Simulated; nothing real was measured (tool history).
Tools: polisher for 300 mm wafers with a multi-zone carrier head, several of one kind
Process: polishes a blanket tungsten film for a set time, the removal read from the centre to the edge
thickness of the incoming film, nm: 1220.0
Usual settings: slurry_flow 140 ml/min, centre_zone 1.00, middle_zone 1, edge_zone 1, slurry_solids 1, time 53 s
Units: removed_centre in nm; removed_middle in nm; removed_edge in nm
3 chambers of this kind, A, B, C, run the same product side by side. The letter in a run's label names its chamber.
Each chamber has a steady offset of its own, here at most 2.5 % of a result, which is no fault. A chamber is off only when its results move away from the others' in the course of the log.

run,day,slurry_flow,centre_zone,middle_zone,edge_zone,slurry_solids,time,wafers polished on this pad,hours since the slurry nozzle was cleaned,hours since the centre zone pressure was calibrated,hours since the edge zone pressure was calibrated,removed_centre,removed_middle,removed_edge
1B,0.404,140,1.00,1,1,1,53,134,247.9,390.6,435.4,362.10,364.67,367.89
2A,0.688,140,1.00,1,1,1,53,926,432.8,136.6,235.4,357.71,362.57,357.20
# day 0.942: chamber A: slurry nozzle cleaned
3C,1.133,140,1.00,1,1,1,53,563,136.2,598.5,995.2,355.57,352.47,359.02
4B,1.392,140,1.00,1,1,1,53,383,271.6,414.3,459.1,359.01,357.09,359.78
5C,1.783,140,1.00,1,1,1,53,727,151.8,614.1,1010.8,354.99,352.54,353.01
# day 1.975: chamber B: worn pad replaced by a new one
# day 1.996: chamber A: worn pad replaced by a new one
6A,2.138,140,1.00,1,1,1,53,36,28.8,171.4,270.2,360.14,361.97,362.73
7C,2.483,140,1.00,1,1,1,53,904,168.6,630.9,1027.6,354.32,351.20,359.00
8B,2.738,140,1.00,1,1,1,53,193,303.9,446.6,491.4,361.58,363.23,353.29
9A,3.042,140,1.00,1,1,1,53,264,50.5,193.1,291.9,360.91,356.45,371.52
# day 3.088: chamber C: worn pad replaced by a new one
10B,3.325,140,1.00,1,1,1,53,341,318.0,460.7,505.5,358.81,355.12,355.18
11A,3.733,140,0.90,1,1,1,53,438,67.1,209.7,308.5,319.29,357.03,358.52
# day 3.871: chamber B: centre zone pressure recalibrated
12C,4.125,140,0.90,1,1,1,53,261,208.0,670.3,1067.0,319.08,352.41,363.27
# day 4.400: chamber B: worn pad replaced by a new one
13C,4.450,140,0.90,1,1,1,53,344,215.8,678.1,1074.8,320.45,347.57,361.22
14B,4.908,140,1.00,1,1,1,53,128,356.0,24.9,543.5,361.53,360.03,364.83
# day 5.046: chamber C: slurry nozzle cleaned
15A,5.312,140,1.00,1,1,1,53,837,105.0,247.6,346.4,359.62,360.15,357.68
16C,5.775,140,1.00,1,1,1,53,678,17.6,709.9,1106.6,358.72,348.88,368.03
17B,6.246,140,1.00,1,1,1,53,465,388.1,57.0,575.6,362.73,358.66,351.38
# day 6.362: chamber C: centre zone pressure recalibrated
18A,6.558,140,1.00,1,1,1,53,1151,134.9,277.5,376.3,359.11,363.67,356.74
# day 6.567: chamber B: worn pad replaced by a new one
# day 6.571: chamber A: worn pad replaced by a new one
# day 6.717: chamber C: worn pad replaced by a new one
19C,6.900,120,1.00,1,1,1,53,46,44.6,13.0,1133.6,344.09,338.09,347.57
20B,7.192,120,1.00,1,1,1,53,158,410.8,79.7,598.3,350.17,347.49,347.57
21A,7.429,120,1.00,1,1,1,53,217,155.8,298.4,397.2,348.16,344.08,349.86
22C,7.858,140,1.00,1,1,1,53,288,67.6,36.0,1156.6,361.67,352.73,363.77
23B,8.304,140,1.00,1,1,1,53,439,437.5,106.4,625.0,360.55,356.88,359.12
24A,8.525,140,1.00,1,1,1,53,494,182.1,324.7,423.5,359.46,360.88,369.78
# day 8.779: chamber B: worn pad replaced by a new one
25A,8.808,170,0.95,1,1,1,53,565,188.9,331.5,430.3,352.68,378.26,369.61
26C,9.121,170,0.95,1,1,1,53,606,97.9,66.3,1186.9,352.08,364.82,367.80
# day 9.167: chamber B: edge zone pressure recalibrated
27B,9.554,170,0.95,1,1,1,53,196,467.5,136.4,9.4,354.61,373.23,370.89

Next, every chamber runs the same settings. What will each give?
28A,9.892,140,1.00,1,1,1,53,,,,,?,?,?
28B,9.892,140,1.00,1,1,1,53,,,,,?,?,?
28C,9.892,140,1.00,1,1,1,53,,,,,?,?,?

run,removed_centre,removed_middle,removed_edge
28A,359.14,354.03,361.35
28B,360.96,362.85,353.67
28C,354.89,346.30,356.87
